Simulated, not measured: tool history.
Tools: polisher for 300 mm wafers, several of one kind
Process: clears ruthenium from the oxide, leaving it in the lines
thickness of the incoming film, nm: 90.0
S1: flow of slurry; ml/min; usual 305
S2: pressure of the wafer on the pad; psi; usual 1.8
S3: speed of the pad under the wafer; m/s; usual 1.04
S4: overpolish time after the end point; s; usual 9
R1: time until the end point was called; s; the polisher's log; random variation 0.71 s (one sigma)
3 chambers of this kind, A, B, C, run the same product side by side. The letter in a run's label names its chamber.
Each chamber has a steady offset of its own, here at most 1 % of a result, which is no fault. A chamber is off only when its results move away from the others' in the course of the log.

run 1C day=0.675 | S1=305 S2=1.8 S3=1.04 S4=9 | R1=88.556
run 2B day=1.279 | S1=305 S2=1.8 S3=1.04 S4=9 | R1=87.472
run 3A day=1.679 | S1=305 S2=1.8 S3=1.04 S4=9 | R1=88.171
run 4B day=2.208 | S1=305 S2=1.8 S3=1.04 S4=9 | R1=88.332
-- day=2.604 chamber C: worn pad replaced by a new one
run 5C day=2.779 | S1=305 S2=1.8 S3=1.04 S4=9 | R1=89.41
run 6A day=3.358 | S1=305 S2=1.8 S3=1.04 S4=9 | R1=87.858
run 7A day=3.938 | S1=305 S2=1.8 S3=1.04 S4=9 | R1=88.603
-- day=3.992 chamber A: worn pad replaced by a new one
run 8B day=4.338 | S1=305 S2=1.8 S3=1.04 S4=9 | R1=88.183
run 9C day=4.746 | S1=305 S2=2.1 S3=1.16 S4=9 | R1=68.662
run 10B day=5.258 | S1=305 S2=2.1 S3=1.16 S4=9 | R1=67.846
run 11A day=5.612 | S1=305 S2=2.1 S3=1.16 S4=9 | R1=67.114
run 12C day=6.188 | S1=305 S2=1.8 S3=1.04 S4=9 | R1=89.478
-- day=6.283 chamber C: worn pad replaced by a new one
run 13B day=6.592 | S1=305 S2=1.8 S3=1.04 S4=9 | R1=89.192
run 14A day=6.888 | S1=305 S2=1.8 S3=1.04 S4=9 | R1=87.553
run 15C day=7.283 | S1=305 S2=1.8 S3=1.04 S4=9 | R1=89.725
-- day=7.812 chamber A: worn pad replaced by a new one
run 16B day=7.846 | S1=305 S2=1.8 S3=1.04 S4=9 | R1=92.384
run 17C day=8.458 | S1=305 S2=1.8 S3=1.04 S4=9 | R1=88.912
run 18A day=8.979 | S1=305 S2=1.3 S3=1.32 S4=9 | R1=95.991
run 19C day=9.283 | S1=305 S2=1.3 S3=1.32 S4=9 | R1=98.622
run 20A day=9.696 | S1=305 S2=1.3 S3=1.32 S4=9 | R1=96.25
run 21B day=10.15 | S1=370 S2=1.8 S3=1.04 S4=6 | R1=92.652
-- day=10.346 chamber C: worn pad replaced by a new one
run 22C day=10.671 | S1=370 S2=1.8 S3=1.04 S4=6 | R1=87.702
run 23A day=11.021 | S1=370 S2=1.8 S3=1.04 S4=6 | R1=86.753
run 24B day=11.333 | S1=305 S2=2.1 S3=1.38 S4=9 | R1=61.612
-- day=11.462 chamber A: slurry nozzle cleaned
run 25B day=11.696 | S1=305 S2=2.1 S3=1.38 S4=9 | R1=61.311
-- day=11.783 chamber A: worn pad replaced by a new one
run 26C day=12.167 | S1=305 S2=2.1 S3=1.38 S4=9 | R1=56.615
run 27A day=12.821 | S1=305 S2=1.8 S3=1.04 S4=9 | R1=88.092
run 28A day=13.392 | S1=305 S2=1.8 S3=1.04 S4=9 | R1=88.813

What goes on in this fleet: one chamber off, a drifting gauge, or nothing beyond the chambers' own small offsets? Name the chamber and the cause, if any.

Chamber B drifts away from the others.
Cause: removal rate lost through wear of the pad, % = 10.8.
The log may not tell that from: head's pressure below its setpoint, %.

Here are 4 candidates for chamber B's next run, each the usual settings with a change, their results left as question marks. Which one brings its results back in line with what the others give on the usual settings?
In line means no further than this from the other chambers' mean on the usual settings: R1 2.5 s
run 29B-1 day=13.875 | S1=305 S2=1.6 S3=1.04 S4=9 | R1=?
run 29B-2 day=13.875 | S1=305 S2=1.7 S3=0.94 S4=9 | R1=?
run 29B-3 day=13.875 | S1=305 S2=1.8 S3=1.22 S4=9 | R1=?
run 29B-4 day=13.875 | S1=310 S2=1.8 S3=1.16 S4=9 | R1=?

The other chambers' mean on the usual settings: R1 88.294 s
run=29B-1 R1=110.79
run=29B-2 R1=115.61
run=29B-3 R1=83.867
run=29B-4 R1=88.135
29B-4 brings the chamber back in line.
